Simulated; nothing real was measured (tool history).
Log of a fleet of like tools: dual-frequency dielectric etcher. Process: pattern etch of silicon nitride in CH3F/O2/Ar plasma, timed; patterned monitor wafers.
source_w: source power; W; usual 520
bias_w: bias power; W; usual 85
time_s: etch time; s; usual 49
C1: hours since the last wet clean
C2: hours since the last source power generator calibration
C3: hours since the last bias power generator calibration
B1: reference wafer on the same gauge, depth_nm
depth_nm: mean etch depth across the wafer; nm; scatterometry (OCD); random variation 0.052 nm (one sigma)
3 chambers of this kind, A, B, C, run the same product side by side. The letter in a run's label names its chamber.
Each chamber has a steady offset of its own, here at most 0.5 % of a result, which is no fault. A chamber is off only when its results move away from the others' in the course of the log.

Run 1C, hour 8.2: usual settings; C1 414.8; C2 1211.8; C3 695.2; B1 37.424. Result: depth_nm 40.351 nm.
Run 2A, hour 16.5: usual settings; C1 41.4; C2 459.8; C3 689.7; B1 37.407. Result: depth_nm 40.115 nm.
Run 3B, hour 22.7: usual settings; C1 530.6; C2 1919.6; C3 3442.6; B1 37.414. Result: depth_nm 40.196 nm.
Run 4C, hour 36.2: usual settings; C1 442.8; C2 1239.8; C3 723.2; B1 37.428. Result: depth_nm 40.415 nm.
Run 5A, hour 43.1: usual settings; C1 68; C2 486.4; C3 716.3; B1 37.439. Result: depth_nm 40.29 nm.
Run 6B, hour 53: usual settings; C1 560.9; C2 1949.9; C3 3472.9; B1 37.429. Result: depth_nm 40.239 nm.
Run 7C, hour 62.4: usual settings; C1 469; C2 1266; C3 749.4; B1 37.432. Result: depth_nm 40.373 nm.
Run 8A, hour 72.7: usual settings; C1 97.6; C2 516; C3 745.9; B1 37.439. Result: depth_nm 40.174 nm.
Run 9B, hour 83.3: usual settings; C1 591.2; C2 1980.2; C3 3503.2; B1 37.452. Result: depth_nm 40.331 nm.
Run 10C, hour 92.7: usual settings; C1 499.3; C2 1296.3; C3 779.7; B1 37.45. Result: depth_nm 40.228 nm.
Run 11B, hour 104.4: usual settings; C1 612.3; C2 2001.3; C3 3524.3; B1 37.469. Result: depth_nm 40.261 nm.
Run 12A, hour 116.9: usual settings; C1 141.8; C2 560.2; C3 790.1; B1 37.476. Result: depth_nm 40.315 nm.
Run 13C, hour 130.3: usual settings; C1 536.9; C2 1333.9; C3 817.3; B1 37.482. Result: depth_nm 40.405 nm.
At hour 131.4: chamber B: wet clean of the chamber.
Run 14A, hour 144.4: usual settings; C1 169.3; C2 587.7; C3 817.6; B1 37.488. Result: depth_nm 40.291 nm.
Run 15B, hour 156.5: usual settings; C1 25.1; C2 2053.4; C3 3576.4; B1 37.491. Result: depth_nm 40.329 nm.
At hour 165.4: chamber C: wet clean of the chamber.
Run 16B, hour 169.6: usual settings; C1 38.2; C2 2066.5; C3 3589.5; B1 37.497. Result: depth_nm 40.371 nm.
Run 17C, hour 177.3: usual settings; C1 12; C2 1380.9; C3 864.3; B1 37.515. Result: depth_nm 40.336 nm.
Run 18A, hour 185.1: usual settings; C1 210; C2 628.4; C3 858.3; B1 37.521. Result: depth_nm 40.216 nm.
Run 19C, hour 196.3: usual settings; C1 31; C2 1399.9; C3 883.3; B1 37.509. Result: depth_nm 40.4 nm.
Run 20B, hour 205.3: usual settings; C1 73.9; C2 2102.2; C3 3625.2; B1 37.513. Result: depth_nm 40.364 nm.
Run 21A, hour 217.6: usual settings but time_s 57.5 s; C1 242.5; C2 660.9; C3 890.8; B1 37.515. Result: depth_nm 47.321 nm.
Run 22A, hour 228.9: usual settings but time_s 57.5 s; C1 253.8; C2 672.2; C3 902.1; B1 37.529. Result: depth_nm 47.277 nm.
Run 23C, hour 238.6: usual settings but time_s 57.5 s; C1 73.3; C2 1442.2; C3 925.6; B1 37.537. Result: depth_nm 47.486 nm.
Run 24B, hour 249.2: usual settings; C1 117.8; C2 2146.1; C3 3669.1; B1 37.537. Result: depth_nm 40.404 nm.
Run 25A, hour 258.2: usual settings; C1 283.1; C2 701.5; C3 931.4; B1 37.552. Result: depth_nm 40.297 nm.
Run 26C, hour 272.4: usual settings but time_s 55 s; C1 107.1; C2 1476; C3 959.4; B1 37.562. Result: depth_nm 45.448 nm.
Run 27B, hour 282.6: usual settings but time_s 55 s; C1 151.2; C2 2179.5; C3 3702.5; B1 37.567. Result: depth_nm 45.335 nm.
Run 28A, hour 292: usual settings but time_s 55 s; C1 316.9; C2 735.3; C3 965.2; B1 37.566. Result: depth_nm 45.316 nm.
Run 29B, hour 302.1: usual settings; C1 170.7; C2 2199; C3 3722; B1 37.576. Result: depth_nm 40.402 nm.
Run 30C, hour 315.3: usual settings but time_s 44.5 s; C1 150; C2 1518.9; C3 1002.3; B1 37.585. Result: depth_nm 36.772 nm.
Run 31B, hour 324.2: usual settings but time_s 44.5 s; C1 192.8; C2 2221.1; C3 3744.1; B1 37.591. Result: depth_nm 36.766 nm.
Run 32A, hour 336.7: usual settings but time_s 44.5 s; C1 361.6; C2 780; C3 1009.9; B1 37.604. Result: depth_nm 36.788 nm.

Is one chamber off against the others, does the gauge drift, or is nothing wrong? If a chamber is off, say which, and what the likeliest cause is.

The gauge drifts, so all chambers seem to drift together. No chamber is off.
Cause: gauge reads high (%) = 0.538.
